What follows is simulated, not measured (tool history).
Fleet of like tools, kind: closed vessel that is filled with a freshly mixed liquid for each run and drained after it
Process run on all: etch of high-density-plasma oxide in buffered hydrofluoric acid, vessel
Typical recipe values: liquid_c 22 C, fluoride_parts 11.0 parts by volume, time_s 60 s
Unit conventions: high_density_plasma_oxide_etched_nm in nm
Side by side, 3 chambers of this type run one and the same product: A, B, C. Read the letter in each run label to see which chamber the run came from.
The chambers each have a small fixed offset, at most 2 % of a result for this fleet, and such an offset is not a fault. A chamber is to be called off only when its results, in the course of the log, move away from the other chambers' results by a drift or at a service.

run  hour  liquid_c  fluoride_parts  time_s  read-back film thickness of the high-density-plasma oxide reference wafer, read on the same gauge (nm)  high_density_plasma_oxide_etched_nm
 1C   3.7        22            11.0      60                                                                                                  90.004                               60.155
 2B   6.2        22            11.0      60                                                                                                  90.002                               61.111
 3A   9.4        22            11.0      60                                                                                                  89.979                               61.776
 4B  13.0        22            11.0      60                                                                                                  89.996                               60.520
 5A  17.0        22            11.0      60                                                                                                  90.012                               61.209
 6C  21.0        22            11.0      60                                                                                                  89.981                               60.649
 7C  24.9        25            11.0      60                                                                                                  89.996                               71.334
 8B  29.7        25            11.0      60                                                                                                  89.999                               72.280
 9A  32.1        25            11.0      60                                                                                                  90.012                               74.181
10B  36.7        22            11.0      60                                                                                                  89.999                               61.397
11A  40.9        22            11.0      60                                                                                                  90.000                               63.683
12C  45.7        22            11.0      60                                                                                                  90.008                               60.342
13C  48.3        22            11.0      90                                                                                                  89.993                               90.834
14B  50.4        22            11.0      90                                                                                                  90.011                               90.063
15A  53.1        22            11.0      90                                                                                                  89.977                               98.965
16C  55.2        22            11.0      60                                                                                                  90.002                               59.090
17A  58.6        22            11.0      30                                                                                                  89.995                               32.838
18B  61.9        22            11.0      30                                                                                                  89.974                               30.322
19C  64.9        22            11.0      30                                                                                                  89.999                               30.890
20B  69.6        17            11.0      60                                                                                                  90.015                               45.535
21A  73.2        17            11.0      60                                                                                                  89.986                               51.267
22B  76.4        17            11.0      60                                                                                                  90.002                               46.798
23C  79.6        22            12.5      60                                                                                                  89.985                               53.179
24A  82.4        22            12.5      60                                                                                                  90.004                               60.170
25B  86.8        22            12.5      60                                                                                                  89.992                               53.870
26C  91.3        22             8.5      85                                                                                                  90.001                              105.470

Next, every chamber runs the same settings. What will each give?
27A  94.8        22            11.0      60                                                                                                                                            ?
27B  94.8        22            11.0      60                                                                                                                                            ?
27C  94.8        22            11.0      60                                                                                                                                            ?

run  high_density_plasma_oxide_etched_nm
27A                               69.358
27B                               62.035
27C                               60.336

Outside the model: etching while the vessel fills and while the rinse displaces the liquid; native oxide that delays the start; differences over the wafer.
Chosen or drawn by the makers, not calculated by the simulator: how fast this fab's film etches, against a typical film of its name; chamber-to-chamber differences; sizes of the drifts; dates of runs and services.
